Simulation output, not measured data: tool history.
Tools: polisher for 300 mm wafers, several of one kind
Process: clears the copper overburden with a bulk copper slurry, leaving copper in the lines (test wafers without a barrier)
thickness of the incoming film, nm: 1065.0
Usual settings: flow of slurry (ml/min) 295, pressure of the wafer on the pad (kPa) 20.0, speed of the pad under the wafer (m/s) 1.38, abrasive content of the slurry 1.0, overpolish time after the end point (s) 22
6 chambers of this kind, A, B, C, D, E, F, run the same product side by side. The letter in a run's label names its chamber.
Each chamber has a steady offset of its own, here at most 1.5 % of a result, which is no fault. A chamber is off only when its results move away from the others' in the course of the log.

run   hour  flow of slurry (ml/min)  pressure of the wafer on the pad (kPa)  speed of the pad under the wafer (m/s)  abrasive content of the slurry  overpolish time after the end point (s)  wafers polished on this pad  hours since the slurry nozzle was cleaned  hours since the head pressure was calibrated  hours since the slurry blender was calibrated  time until the end point was called (s)  dishing of a wide line in a test structure (angstrom)
 1F    2.7                      295                                    20.0                                    1.38                             1.0                                       22                          449                                       57.1                                          13.0                                          114.2                                   89.695                                                 972.47
 2B    7.0                      295                                    20.0                                    1.38                             1.0                                       22                          545                                      281.7                                          85.9                                          269.3                                   91.211                                                 977.47
       8.6  -- chamber B: worn pad replaced by a new one
 3C   11.6                      295                                    20.0                                    1.38                             1.0                                       22                         1040                                       89.6                                         286.5                                           86.1                                   88.963                                                 990.92
      11.7  -- chamber B: slurry nozzle cleaned
 4A   14.6                      295                                    20.0                                    1.38                             1.0                                       22                          292                                       59.7                                        1162.2                                          237.5                                   89.652                                                 991.06
 5D   17.3                      295                                    20.0                                    1.38                             1.0                                       22                         1239                                       89.5                                          84.1                                          104.8                                   92.290                                                 959.75
 6E   19.9                      295                                    20.0                                    1.38                             1.0                                       22                         1391                                      421.3                                         923.5                                          331.2                                   88.880                                                 992.32
 7E   23.7                      295                                    20.0                                    1.38                             1.0                                       22                         1411                                      425.1                                         927.3                                          335.0                                   90.512                                                 950.81
 8B   26.1                      295                                    20.0                                    1.38                             1.0                                       22                           95                                       14.4                                         105.0                                          288.4                                   91.060                                                 965.53
 9F   28.9                      295                                    20.0                                    1.38                             1.0                                       22                          592                                       83.3                                          39.2                                          140.4                                   88.307                                                 971.26
      30.8  -- chamber D: worn pad replaced by a new one
10C   31.2                      295                                    20.0                                    1.38                             1.0                                       22                         1146                                      109.2                                         306.1                                          105.7                                   91.161                                                1001.60
11D   33.4                      295                                    20.0                                    1.38                             1.0                                       22                           14                                      105.6                                         100.2                                          120.9                                   88.083                                                1007.40
12A   36.2                      295                                    20.0                                    1.38                             1.0                                       22                          409                                       81.3                                        1183.8                                          259.1                                   92.254                                                 964.67
      37.0  -- chamber E: slurry blender recalibrated
13B   40.4                      295                                    20.0                                    1.38                             1.0                                       22                          172                                       28.7                                         119.3                                          302.7                                   90.785                                                 970.41
14A   42.9                      295                                    20.0                                    1.38                             1.0                                       22                          446                                       88.0                                        1190.5                                          265.8                                   94.638                                                 992.75
15C   46.1                      295                                    20.0                                    1.38                             1.0                                       22                         1227                                      124.1                                         321.0                                          120.6                                   90.209                                                 955.68
      47.2  -- chamber E: worn pad replaced by a new one
16F   50.5                      295                                    20.0                                    1.38                             1.0                                       22                          709                                      104.9                                          60.8                                          162.0                                   91.232                                                 978.06
      51.4  -- chamber E: slurry nozzle cleaned
      51.4  -- chamber C: worn pad replaced by a new one
17D   54.2                      295                                    20.0                                    1.38                             1.0                                       22                          127                                      126.4                                         121.0                                          141.7                                   90.428                                                 963.06
      54.7  -- chamber A: head pressure recalibrated
      56.4  -- chamber C: slurry blender recalibrated
18E   57.1                      295                                    20.0                                    1.38                             1.0                                       22                           53                                        5.7                                         960.7                                           20.2                                   93.880                                                 954.47
19E   60.0                      295                                    14.5                                    1.38                             1.2                                       22                           69                                        8.6                                         963.6                                           23.1                                  120.380                                                 820.91
20D   62.9                      295                                    14.5                                    1.38                             1.2                                       22                          174                                      135.1                                         129.7                                          150.4                                  121.720                                                 821.01
      63.3  -- chamber D: slurry blender recalibrated
21F   65.1                      295                                    14.5                                    1.38                             1.2                                       22                          788                                      119.5                                          75.4                                          176.6                                  116.820                                                 829.34
22A   69.2                      295                                    14.5                                    1.38                             1.2                                       22                          588                                      114.3                                          14.6                                          292.1                                  121.620                                                 811.47
23C   72.1                      295                                    14.5                                    1.38                             1.2                                       22                          112                                      150.1                                         347.0                                           15.7                                  122.240                                                 840.78
      72.8  -- chamber F: slurry blender recalibrated
24B   74.6                      295                                    14.5                                    1.38                             1.2                                       22                          358                                       62.9                                         153.5                                          336.9                                  122.600                                                 825.88
25F   78.9                      295                                    20.0                                    1.38                             1.0                                       31                          863                                      133.3                                          89.2                                            6.2                                   90.356                                                1096.30
26D   82.3                      295                                    20.0                                    1.38                             1.0                                       31                          279                                      154.5                                         149.1                                           19.0                                   92.148                                                1075.50
      84.7  -- chamber A: worn pad replaced by a new one
27B   86.2                      295                                    20.0                                    1.38                             1.0                                       31                          421                                       74.5                                         165.1                                          348.5                                   90.968                                                1101.10
28A   90.4                      295                                    20.0                                    1.38                             1.0                                       31                           31                                      135.5                                          35.8                                          313.3                                   87.630                                                1093.40
29C   93.5                      295                                    20.0                                    1.38                             1.0                                       31                          228                                      171.5                                         368.4                                           37.1                                   89.768                                                1113.90
30E   95.6                      295                                    20.0                                    1.38                             1.0                                       31                          262                                       44.2                                         999.2                                           58.7                                   94.551                                                1045.40
      98.7  -- chamber B: worn pad replaced by a new one
31B   99.2                      295                                    20.0                                    1.38                             1.0                                       22                            3                                       87.5                                         178.1                                          361.5                                   92.356                                                 962.23
32D  102.0                      295                                    20.0                                    1.38                             1.0                                       22                          386                                      174.2                                         168.8                                           38.7                                   91.381                                                 968.33
33F  106.0                      295                                    20.0                                    1.38                             1.0                                       22                         1010                                      160.4                                         116.3                                           33.3                                   90.643                                                 976.91
     109.2  -- chamber B: slurry blender recalibrated
34E  110.4                      295                                    20.0                                    1.38                             1.0                                       22                          343                                       59.0                                        1014.0                                           73.5                                   96.998                                                 909.72
35C  114.4                      295                                    20.0                                    1.72                             1.0                                       32                          342                                      192.4                                         389.3                                           58.0                                   71.864                                                1137.00
     116.9  -- chamber F: worn pad replaced by a new one
36A  117.8                      295                                    20.0                                    1.72                             1.0                                       32                          179                                      162.9                                          63.2                                          340.7                                   72.905                                                1123.80
37D  121.5                      295                                    20.0                                    1.72                             1.0                                       32                          492                                      193.7                                         188.3                                           58.2                                   72.448                                                1131.30
38B  124.8                      295                                    20.0                                    1.72                             1.0                                       32                          141                                      113.1                                         203.7                                           15.7                                   71.175                                                1165.90
39F  126.9                      295                                    20.0                                    1.72                             1.0                                       32                           54                                      181.3                                         137.2                                           54.2                                   70.284                                                1135.90
     127.8  -- chamber A: slurry blender recalibrated
40A  131.6                      295                                    20.0                                    1.72                             1.0                                       32                          254                                      176.7                                          77.0                                            3.9                                   75.115                                                1138.40
41E  134.6                      295                                    17.9                                    1.22                             1.0                                       22                          474                                       83.2                                        1038.2                                           97.7                                  123.260                                                 816.16
42C  137.6                      295                                    17.9                                    1.22                             1.0                                       22                          467                                      215.6                                         412.5                                           81.2                                  113.540                                                 865.28

Next, every chamber runs the same settings. What will each give?
43A  140.9                      295                                    20.0                                    1.38                             1.0                                       22                                                                                                                                                                                                             ?                                                      ?
43B  140.9                      295                                    20.0                                    1.38                             1.0                                       22                                                                                                                                                                                                             ?                                                      ?
43C  140.9                      295                                    20.0                                    1.38                             1.0                                       22                                                                                                                                                                                                             ?                                                      ?
43D  140.9                      295                                    20.0                                    1.38                             1.0                                       22                                                                                                                                                                                                             ?                                                      ?
43E  140.9                      295                                    20.0                                    1.38                             1.0                                       22                                                                                                                                                                                                             ?                                                      ?
43F  140.9                      295                                    20.0                                    1.38                             1.0                                       22                                                                                                                                                                                                             ?                                                      ?

run  time until the end point was called (s)  dishing of a wide line in a test structure (angstrom)
43A                                   89.112                                                 988.08
43B                                   90.880                                                 971.37
43C                                   89.835                                                 972.24
43D                                   91.229                                                 979.29
43E                                  102.790                                                 906.66
43F                                   89.354                                                 977.90
